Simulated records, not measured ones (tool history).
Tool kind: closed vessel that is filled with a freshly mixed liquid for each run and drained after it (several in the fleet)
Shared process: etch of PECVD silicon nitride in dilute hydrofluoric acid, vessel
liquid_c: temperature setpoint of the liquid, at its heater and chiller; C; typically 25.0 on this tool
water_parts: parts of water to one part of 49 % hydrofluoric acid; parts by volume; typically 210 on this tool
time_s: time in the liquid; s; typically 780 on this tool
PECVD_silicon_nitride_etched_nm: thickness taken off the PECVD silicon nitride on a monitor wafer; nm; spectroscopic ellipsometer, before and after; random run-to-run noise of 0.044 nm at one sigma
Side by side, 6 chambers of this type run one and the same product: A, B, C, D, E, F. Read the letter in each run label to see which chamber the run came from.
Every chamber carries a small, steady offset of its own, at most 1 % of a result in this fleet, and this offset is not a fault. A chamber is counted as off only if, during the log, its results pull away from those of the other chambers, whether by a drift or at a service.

| run | hour | liquid_c | water_parts | time_s | read-back film thickness of the PECVD silicon nitride reference wafer, read on the same gauge (nm) | PECVD_silicon_nitride_etched_nm |
|---|---|---|---|---|---|---|
| 1E | 3.1 | 25.0 | 210 | 780 | 100.020 | 7.3454 |
| 2A | 6.6 | 25.0 | 210 | 780 | 99.993 | 7.4009 |
| 3C | 9.0 | 25.0 | 210 | 780 | 100.020 | 7.4585 |
| 4B | 11.5 | 25.0 | 210 | 780 | 99.976 | 7.3698 |
| 5F | 15.1 | 25.0 | 210 | 780 | 99.999 | 7.3592 |
| 6D | 19.6 | 25.0 | 210 | 780 | 99.973 | 7.5289 |
| 7B | 22.8 | 25.0 | 210 | 780 | 99.991 | 7.4697 |
| 8A | 24.9 | 22.0 | 210 | 780 | 99.974 | 6.1295 |
| 9E | 28.1 | 22.0 | 210 | 780 | 99.972 | 6.1342 |
| 10F | 30.2 | 22.0 | 210 | 780 | 100.000 | 6.0805 |
| 11C | 33.7 | 22.0 | 210 | 780 | 99.994 | 6.2812 |
| 12D | 37.4 | 22.0 | 210 | 780 | 100.040 | 6.2140 |
| 13A | 42.1 | 22.0 | 210 | 780 | 100.020 | 6.1755 |
| 14B | 45.1 | 25.0 | 210 | 780 | 99.979 | 7.4132 |
| 15C | 48.4 | 25.0 | 210 | 780 | 99.994 | 7.4592 |
| 16F | 52.4 | 25.0 | 210 | 780 | 100.010 | 7.3987 |
| 17E | 55.2 | 25.0 | 210 | 780 | 100.020 | 7.3188 |
| 18D | 59.5 | 25.0 | 210 | 780 | 99.992 | 7.4491 |
| 19D | 63.8 | 25.0 | 210 | 780 | 99.972 | 7.5374 |
| 20A | 65.9 | 25.0 | 210 | 780 | 100.020 | 7.4784 |
| 21F | 70.1 | 22.5 | 210 | 780 | 99.983 | 6.2567 |
| 22E | 72.3 | 22.5 | 210 | 780 | 99.988 | 6.3202 |
| 23B | 75.7 | 22.5 | 210 | 780 | 100.010 | 6.3726 |
|  | 77.6 | chamber E: hydrofluoric acid flow meter replaced |
|  | 80.0 | chamber F: thermometer replaced |
| 24C | 80.1 | 22.5 | 210 | 780 | 99.971 | 6.3892 |
| 25C | 83.6 | 22.5 | 210 | 780 | 99.997 | 6.4274 |
| 26A | 87.0 | 22.5 | 210 | 780 | 99.995 | 6.2796 |
| 27E | 90.5 | 25.0 | 210 | 780 | 99.989 | 7.3989 |
| 28F | 94.1 | 25.0 | 210 | 780 | 99.997 | 7.3654 |
| 29D | 96.7 | 25.0 | 210 | 780 | 100.000 | 7.5326 |
| 30B | 99.8 | 25.0 | 210 | 780 | 99.992 | 7.4297 |
| 31D | 102.2 | 25.0 | 210 | 780 | 100.000 | 7.5280 |
| 32A | 104.7 | 25.0 | 210 | 780 | 100.010 | 7.4362 |
| 33F | 106.9 | 25.0 | 210 | 780 | 99.993 | 7.4126 |
| 34B | 109.3 | 25.0 | 210 | 780 | 99.977 | 7.4240 |
| 35C | 112.1 | 25.0 | 210 | 780 | 99.971 | 7.4097 |
| 36E | 115.8 | 25.0 | 210 | 780 | 99.997 | 7.3600 |
| 37F | 117.9 | 25.0 | 210 | 780 | 100.000 | 7.2792 |
| 38B | 121.7 | 25.0 | 210 | 780 | 99.991 | 7.4101 |
| 39A | 125.0 | 25.0 | 210 | 780 | 99.994 | 7.4845 |
| 40D | 129.3 | 25.0 | 210 | 780 | 100.010 | 7.5197 |
| 41C | 133.8 | 25.0 | 210 | 780 | 100.000 | 7.5213 |

Decide between three cases: one chamber stands off from its peers, the gauge reading all wafers drifts, or nothing is wrong past each chamber's small offset. Where a chamber is off, say which and what most likely put it there.

Neither any chamber nor the gauge drifts; the chambers differ only by their own small, steady offsets.
